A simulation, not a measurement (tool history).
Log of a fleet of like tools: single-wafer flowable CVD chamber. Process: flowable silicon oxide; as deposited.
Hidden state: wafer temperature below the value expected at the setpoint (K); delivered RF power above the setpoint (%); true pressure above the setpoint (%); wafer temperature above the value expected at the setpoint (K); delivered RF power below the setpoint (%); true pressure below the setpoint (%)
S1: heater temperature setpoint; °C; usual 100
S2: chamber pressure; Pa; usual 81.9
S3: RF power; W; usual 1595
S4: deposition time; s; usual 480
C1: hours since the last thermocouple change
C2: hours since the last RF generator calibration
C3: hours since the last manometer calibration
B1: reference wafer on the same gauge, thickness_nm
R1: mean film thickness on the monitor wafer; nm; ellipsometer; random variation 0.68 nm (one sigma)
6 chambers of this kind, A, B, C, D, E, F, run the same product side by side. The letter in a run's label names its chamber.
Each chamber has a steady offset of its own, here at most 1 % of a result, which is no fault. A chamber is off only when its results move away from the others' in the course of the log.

run	hour	S1	S2	S3	S4	C1	C2	C3	B1	R1
1D	5.7	100	81.9	1595	480	428.8	88.9	838.4	207.95	191.85
2A	10.7	100	81.9	1595	480	648.2	66.5	1265.9	207.96	193.89
3F	21.0	100	81.9	1595	480	1220.6	588.9	806.8	207.79	193.64
4B	30.1	100	81.9	1595	480	2362.9	490.1	1080.7	207.88	191.85
5C	38.4	100	81.9	1595	480	891.5	859.2	1813.8	207.97	193.56
6E	45.6	114	81.9	1595	480	229.6	1948.7	553.0	208.02	122.92
7E	55.7	114	81.9	1595	480	239.7	1958.8	563.1	208.08	122.56
8C	60.2	114	81.9	1595	480	913.3	881.0	1835.6	208.09	123.10
9F	70.0	114	81.9	1595	480	1269.6	637.9	855.8	207.90	121.36
10A	79.6	114	81.9	1595	480	717.1	135.4	1334.8	208.05	122.28
11D	85.0	114	81.9	1595	480	508.1	168.2	917.7	208.08	120.74
12B	93.7	100	81.9	1595	480	2426.5	553.7	1144.3	207.94	191.79
13A	98.3	100	81.9	1595	480	735.8	154.1	1353.5	207.90	192.61
14C	107.9	100	81.9	1595	480	961.0	928.7	1883.3	208.09	194.24
15F	112.5	100	71.5	1800	480	1312.1	680.4	898.3	208.19	163.54
16B	120.8	100	71.5	1800	480	2453.6	580.8	1171.4	208.04	163.95
17E	130.9	100	71.5	1800	480	314.9	2034.0	638.3	207.96	163.58
18D	138.9	100	71.5	1800	480	562.0	222.1	971.6	208.14	162.76
19F	146.7	100	71.5	1800	480	1346.3	714.6	932.5	208.17	164.56
20D	156.8	100	71.5	1800	480	579.9	240.0	989.5	208.01	163.13
21C	162.8	100	81.9	1595	408	1015.9	983.6	1938.2	208.03	165.00
22E	169.6	100	81.9	1595	408	353.6	2072.7	677.0	208.05	162.15
23B	179.1	100	81.9	1595	408	2511.9	639.1	1229.7	208.05	163.35
24A	185.6	100	81.9	1595	408	823.1	241.4	1440.8	207.96	163.98
25D	194.7	100	81.9	1595	408	617.8	277.9	1027.4	207.96	162.71
26A	203.1	100	81.9	1595	408	840.6	258.9	1458.3	207.96	164.98
27B	211.4	100	81.9	1595	480	2544.2	671.4	1262.0	207.95	193.05
28F	216.9	100	81.9	1325	538	1416.5	784.8	1002.7	208.02	202.92
29E	224.9	100	81.9	1325	538	408.9	2128.0	732.3	207.97	199.86
30C	232.2	100	81.9	1325	538	1085.3	1053.0	2007.6	207.92	203.69
31F	238.5	100	81.9	1325	538	1438.1	806.4	1024.3	208.15	202.31
# hour 238.6: chamber F: capacitance manometer re-zeroed and calibrated
32A	244.3	100	81.9	1325	538	881.8	300.1	1499.5	207.97	203.51
33E	254.3	100	81.9	1325	538	438.3	2157.4	761.7	208.06	198.57
34B	259.4	100	81.9	1595	480	2592.2	719.4	1310.0	207.76	194.15
35D	267.9	100	81.9	1595	480	691.0	351.1	1100.6	208.15	191.29
36C	276.2	100	81.9	1595	480	1129.3	1097.0	2051.6	208.08	194.25
# hour 281.7: chamber B: capacitance manometer re-zeroed and calibrated
37B	281.7	100	81.9	1595	480	2614.5	741.7	0.1	208.12	193.45
38F	286.2	100	81.9	1480	480	1485.8	854.1	47.6	207.92	189.28
39E	295.6	100	81.9	1480	480	479.6	2198.7	803.0	208.02	182.53
# hour 303.5: chamber D: capacitance manometer re-zeroed and calibrated
40D	305.9	100	81.9	1480	480	729.0	389.1	2.5	208.09	187.23
41C	314.3	100	81.9	1480	480	1167.4	1135.1	2089.7	207.84	190.37
42A	323.2	100	81.9	1480	480	960.7	379.0	1578.4	207.97	189.11
43A	329.5	100	81.9	1480	480	967.0	385.3	1584.7	207.95	190.27
44D	339.8	100	81.9	1595	480	762.9	423.0	36.4	208.07	191.64

Is one chamber off against the others, does the gauge drift, or is nothing wrong? If a chamber is off, say which, and what the likeliest cause is.

Chamber E drifts away from the others.
Cause: true pressure below the setpoint (%) = 2.51.
The log may not tell that from: wafer temperature above the value expected at the setpoint (K).

Here are 4 candidates for chamber E's next run, each the usual settings with a change, their results left as question marks. Which one brings its results back in line with what the others give on the usual settings?
In line means no further than this from the other chambers' mean on the usual settings: R1 2.40 nm
45E-1	347.2	100	82.5	1595	482					?
45E-2	347.2	101	81.9	1595	480					?
45E-3	347.2	99	81.9	1595	482					?
45E-4	347.2	100	81.9	1590	474					?

The other chambers' mean on the usual settings: R1 193.21 nm
run	R1
45E-1	189.31
45E-2	180.20
45E-3	193.24
45E-4	183.89
45E-3 brings the chamber back in line.
